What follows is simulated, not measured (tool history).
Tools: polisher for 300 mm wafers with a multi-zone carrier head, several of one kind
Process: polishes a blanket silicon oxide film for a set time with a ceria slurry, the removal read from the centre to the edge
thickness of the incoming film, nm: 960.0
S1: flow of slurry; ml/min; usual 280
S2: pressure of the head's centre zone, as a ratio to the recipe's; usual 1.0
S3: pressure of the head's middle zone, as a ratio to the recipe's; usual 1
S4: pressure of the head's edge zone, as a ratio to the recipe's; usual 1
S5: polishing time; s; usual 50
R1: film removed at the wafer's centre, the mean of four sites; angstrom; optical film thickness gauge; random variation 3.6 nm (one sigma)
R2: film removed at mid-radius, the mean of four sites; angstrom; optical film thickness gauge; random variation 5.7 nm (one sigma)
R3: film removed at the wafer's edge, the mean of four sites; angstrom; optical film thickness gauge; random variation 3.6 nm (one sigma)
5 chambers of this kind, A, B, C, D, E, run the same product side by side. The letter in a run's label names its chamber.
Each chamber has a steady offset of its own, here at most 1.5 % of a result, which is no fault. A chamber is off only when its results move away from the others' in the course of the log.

run     day   S1   S2  S3  S4  S5      R1      R2      R3
      0.162  -- chamber E: centre zone pressure recalibrated
 1D   0.192  280  1.0   1   1  50  4014.5  4088.9  3971.2
      0.288  -- chamber D: slurry nozzle cleaned
      0.329  -- chamber A: slurry nozzle cleaned
 2E   0.425  280  1.0   1   1  50  4020.3  4055.9  3948.4
 3C   0.817  280  1.0   1   1  50  3992.4  4044.9  3990.1
 4B   1.125  280  1.0   1   1  50  3968.6  3892.9  3930.3
      1.250  -- chamber C: worn pad replaced by a new one
 5A   1.383  280  1.0   1   1  50  3924.6  3879.4  3992.0
      1.471  -- chamber B: worn pad replaced by a new one
 6C   1.717  280  1.0   1   1  50  3951.9  3961.4  3886.2
      1.833  -- chamber E: worn pad replaced by a new one
 7D   2.112  280  1.0   1   1  50  3871.3  3908.2  3996.7
 8E   2.433  280  1.0   1   1  50  4037.7  3954.3  3925.6
 9B   2.771  280  1.0   1   1  50  3939.6  3958.4  4015.3
10A   2.950  280  1.0   1   1  50  3919.9  4054.3  3982.6
11C   3.296  280  1.0   1   1  50  3953.3  3916.2  3956.4
      3.642  -- chamber B: slurry nozzle cleaned
12E   3.646  280  1.0   1   1  50  4032.5  3873.5  3964.6
      3.912  -- chamber C: slurry nozzle cleaned
13A   3.983  280  0.9   1   1  50  3535.7  4089.7  4041.7
14D   4.175  280  0.9   1   1  50  3397.6  3804.9  3818.2
      4.346  -- chamber A: worn pad replaced by a new one
      4.496  -- chamber E: edge zone pressure recalibrated
15B   4.546  280  0.9   1   1  50  3506.6  4023.3  3921.7
      4.800  -- chamber C: worn pad replaced by a new one
16E   4.846  280  0.9   1   1  50  3500.0  3892.4  4021.5
17B   5.092  280  0.9   1   1  50  3550.5  3964.6  3910.3
18A   5.367  280  1.0   1   1  50  4008.2  3974.0  4004.9
      5.462  -- chamber A: edge zone pressure recalibrated
      5.467  -- chamber E: slurry nozzle cleaned
19D   5.617  280  1.0   1   1  50  3855.4  3873.5  3736.5
20C   5.846  280  1.0   1   1  50  4004.2  3867.5  3890.3
21D   6.075  280  1.0   1   1  50  3817.2  3822.0  3734.5
22C   6.429  280  1.0   1   1  50  4031.6  3913.1  3937.9
23B   6.804  280  1.0   1   1  50  3973.9  3979.1  3883.5
24A   7.108  280  1.0   1   1  50  4016.8  3944.8  4017.8
      7.200  -- chamber B: worn pad replaced by a new one
25E   7.288  280  1.0   1   1  50  4019.8  4011.7  3973.0
26B   7.646  280  1.0   1   1  50  3996.7  3862.4  3889.8
      7.812  -- chamber C: worn pad replaced by a new one
27E   7.892  280  1.0   1   1  50  3948.8  3949.4  3967.4
28D   8.129  280  1.0   1   1  50  3781.8  3761.1  3705.6
29C   8.321  280  1.0   1   1  50  4032.8  4027.0  3871.0
      8.333  -- chamber A: worn pad replaced by a new one
      8.471  -- chamber E: worn pad replaced by a new one
30A   8.629  280  1.0   1   1  50  3915.7  3935.8  4031.5
31C   8.967  280  1.0   1   1  50  3967.8  3974.0  3864.2
32E   9.333  280  1.0   1   1  50  4015.5  3898.1  3909.1
33D   9.712  280  1.0   1   1  50  3675.1  3647.1  3623.8
34B  10.067  280  1.0   1   1  50  3971.5  3972.5  3965.9
35A  10.404  280  1.0   1   1  50  3924.4  3987.0  3988.9
36E  10.679  280  1.0   1   1  50  3999.8  3997.1  3905.6
     10.812  -- chamber C: worn pad replaced by a new one
37A  10.942  280  1.0   1   1  50  3932.2  4030.1  3942.9
38C  11.262  280  1.0   1   1  50  3974.1  3908.1  3897.8

All 5 chambers run these settings next. Forecast each chamber's results:
39A  11.554  190  1.0   1   1  50   ?   ?   ?
39B  11.554  190  1.0   1   1  50   ?   ?   ?
39C  11.554  190  1.0   1   1  50   ?   ?   ?
39D  11.554  190  1.0   1   1  50   ?   ?   ?
39E  11.554  190  1.0   1   1  50   ?   ?   ?

run      R1      R2      R3
39A  3719.5  3662.3  3841.6
39B  3697.9  3690.2  3758.2
39C  3697.6  3711.7  3774.8
39D  3412.6  3446.4  3409.7
39E  3796.2  3662.9  3845.1
